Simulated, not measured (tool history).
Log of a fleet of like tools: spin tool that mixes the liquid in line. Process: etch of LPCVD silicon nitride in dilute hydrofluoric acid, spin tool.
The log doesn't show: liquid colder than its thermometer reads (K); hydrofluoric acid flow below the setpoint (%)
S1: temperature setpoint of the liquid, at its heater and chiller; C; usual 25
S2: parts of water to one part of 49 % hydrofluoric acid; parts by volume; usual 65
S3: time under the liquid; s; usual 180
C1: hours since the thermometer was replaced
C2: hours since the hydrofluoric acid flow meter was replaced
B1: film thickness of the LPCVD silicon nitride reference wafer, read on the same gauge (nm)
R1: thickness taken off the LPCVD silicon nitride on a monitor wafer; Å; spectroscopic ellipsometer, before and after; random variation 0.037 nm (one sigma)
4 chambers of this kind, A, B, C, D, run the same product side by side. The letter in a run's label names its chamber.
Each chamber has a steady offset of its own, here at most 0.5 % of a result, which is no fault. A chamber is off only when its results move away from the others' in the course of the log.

run 1A hour=3.3 | S1=25 S2=65 S3=180 | C1=1412.8 C2=735.2 | B1=40.002 | R1=12.434
run 2C hour=9.3 | S1=25 S2=65 S3=180 | C1=509.4 C2=456.1 | B1=39.987 | R1=12.061
run 3B hour=13.3 | S1=25 S2=65 S3=180 | C1=334.8 C2=1783 | B1=39.982 | R1=12.583
run 4D hour=18.4 | S1=25 S2=65 S3=180 | C1=1832.9 C2=481.2 | B1=39.988 | R1=12.558
run 5B hour=24 | S1=25 S2=65 S3=180 | C1=345.5 C2=1793.7 | B1=39.999 | R1=12.678
run 6C hour=27.1 | S1=25 S2=65 S3=180 | C1=527.2 C2=473.9 | B1=40.009 | R1=11.828
run 7A hour=32.3 | S1=25 S2=65 S3=180 | C1=1441.8 C2=764.2 | B1=39.982 | R1=12.841
run 8D hour=35.1 | S1=25 S2=65 S3=180 | C1=1849.6 C2=497.9 | B1=40.008 | R1=12.657
run 9C hour=38.4 | S1=25 S2=65 S3=180 | C1=538.5 C2=485.2 | B1=40.012 | R1=12.796
-- hour=38.6 chamber D: hydrofluoric acid flow meter replaced
run 10D hour=43.7 | S1=29 S2=65 S3=180 | C1=1858.2 C2=5.2 | B1=39.983 | R1=16.454
run 11B hour=46.5 | S1=29 S2=65 S3=180 | C1=368 C2=1816.2 | B1=40.011 | R1=17.372
run 12A hour=50.9 | S1=29 S2=65 S3=180 | C1=1460.4 C2=782.8 | B1=40 | R1=17.43
run 13A hour=54.8 | S1=29 S2=65 S3=180 | C1=1464.3 C2=786.7 | B1=39.978 | R1=16.4
run 14B hour=60.4 | S1=29 S2=45 S3=180 | C1=381.9 C2=1830.1 | B1=39.985 | R1=23.743
run 15C hour=63.7 | S1=29 S2=45 S3=180 | C1=563.8 C2=510.5 | B1=39.975 | R1=24.142
run 16D hour=69.6 | S1=29 S2=45 S3=180 | C1=1884.1 C2=31.1 | B1=40.003 | R1=24.206
run 17B hour=74.5 | S1=29 S2=45 S3=180 | C1=396 C2=1844.2 | B1=40.01 | R1=22.541
run 18D hour=80.1 | S1=25 S2=65 S3=180 | C1=1894.6 C2=41.6 | B1=40.003 | R1=12.392
run 19C hour=83.1 | S1=25 S2=65 S3=100 | C1=583.2 C2=529.9 | B1=39.997 | R1=7.1609
run 20A hour=86.5 | S1=25 S2=65 S3=100 | C1=1496 C2=818.4 | B1=40.007 | R1=7.1608
run 21B hour=90.4 | S1=25 S2=65 S3=100 | C1=411.9 C2=1860.1 | B1=40.002 | R1=7.1072
run 22C hour=96.7 | S1=25 S2=65 S3=100 | C1=596.8 C2=543.5 | B1=39.993 | R1=7.0585
run 23D hour=101.3 | S1=25 S2=65 S3=180 | C1=1915.8 C2=62.8 | B1=39.977 | R1=12.246
run 24A hour=104.5 | S1=25 S2=65 S3=180 | C1=1514 C2=836.4 | B1=40.033 | R1=12.417
run 25A hour=110.2 | S1=25 S2=65 S3=180 | C1=1519.7 C2=842.1 | B1=39.997 | R1=12.183
run 26D hour=116 | S1=25 S2=65 S3=180 | C1=1930.5 C2=77.5 | B1=39.992 | R1=12.811
run 27B hour=119.6 | S1=25 S2=65 S3=180 | C1=441.1 C2=1889.3 | B1=40.005 | R1=11.836
run 28C hour=122.4 | S1=28.5 S2=55 S3=180 | C1=622.5 C2=569.2 | B1=39.997 | R1=19.599
run 29C hour=128.3 | S1=28.5 S2=55 S3=180 | C1=628.4 C2=575.1 | B1=40.006 | R1=18.868

What goes on in this fleet: one chamber off, a drifting gauge, or nothing beyond the chambers' own small offsets? Name the chamber and the cause, if any.

No chamber stands off beyond its own small offset, and the gauge holds steady.
